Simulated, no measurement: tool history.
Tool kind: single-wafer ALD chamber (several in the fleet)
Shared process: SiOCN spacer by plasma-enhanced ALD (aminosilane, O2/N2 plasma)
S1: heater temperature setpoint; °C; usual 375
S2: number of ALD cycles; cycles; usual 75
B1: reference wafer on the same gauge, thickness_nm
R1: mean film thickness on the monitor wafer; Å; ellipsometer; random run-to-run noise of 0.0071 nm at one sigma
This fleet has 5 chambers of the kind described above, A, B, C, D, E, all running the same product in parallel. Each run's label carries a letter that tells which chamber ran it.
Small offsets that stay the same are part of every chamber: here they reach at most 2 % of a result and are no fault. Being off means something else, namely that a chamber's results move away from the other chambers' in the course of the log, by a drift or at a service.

run	hour	S1	S2	B1	R1
1D	7.0	375	75	3.8205	45.238
2C	11.8	375	75	3.8224	45.640
3A	16.2	375	75	3.8218	45.529
4B	20.5	375	75	3.8216	44.645
5E	25.1	375	75	3.8229	45.343
6A	31.7	375	75	3.8230	45.503
7B	37.5	375	75	3.8245	44.616
8D	41.3	375	75	3.8244	45.220
9C	44.9	375	75	3.8251	45.934
10E	50.5	375	75	3.8250	45.453
11D	57.6	375	75	3.8268	45.143
12C	61.6	384	80	3.8265	48.928
13E	67.6	384	80	3.8273	48.526
14A	72.7	384	80	3.8274	48.728
15B	80.1	384	80	3.8279	47.839
16A	86.9	384	80	3.8309	48.540
17E	94.2	375	75	3.8287	45.506
18D	98.4	375	75	3.8292	45.369
19B	102.1	375	75	3.8322	44.636
20C	106.4	375	75	3.8318	45.949
21E	109.8	375	75	3.8313	45.479
22C	116.0	382	83	3.8324	50.878
23A	119.5	382	83	3.8329	50.560
24D	124.4	382	83	3.8339	50.116
25B	128.7	382	83	3.8330	49.515
26D	134.9	382	83	3.8357	50.286
27E	141.0	383	84	3.8363	50.813
28A	145.7	383	84	3.8374	51.158
# hour 145.9: chamber C: thermocouple changed; heater temperature recalibrated
29B	149.9	383	84	3.8379	50.063
30C	153.7	383	84	3.8379	51.490
31B	158.4	383	84	3.8380	50.154
32E	164.1	375	75	3.8368	45.601
33A	169.0	375	75	3.8391	45.834
34C	174.1	375	75	3.8400	45.980
35D	179.6	375	75	3.8392	45.460
36A	186.9	375	75	3.8402	45.702
37B	193.1	375	75	3.8417	44.760
38D	197.2	369	63	3.8411	38.150
39E	202.2	369	63	3.8425	38.367
40C	206.1	369	63	3.8432	38.721
41D	213.4	369	63	3.8436	38.128
42E	218.4	369	63	3.8441	38.230

Does one chamber stand apart from the rest, does the shared gauge drift, or is all well apart from small per-chamber offsets? Give the chamber and the most likely cause, where there is one.

The gauge drifts, so all chambers seem to drift together. No chamber is off.
Cause: gauge reads high (%) = 0.641.
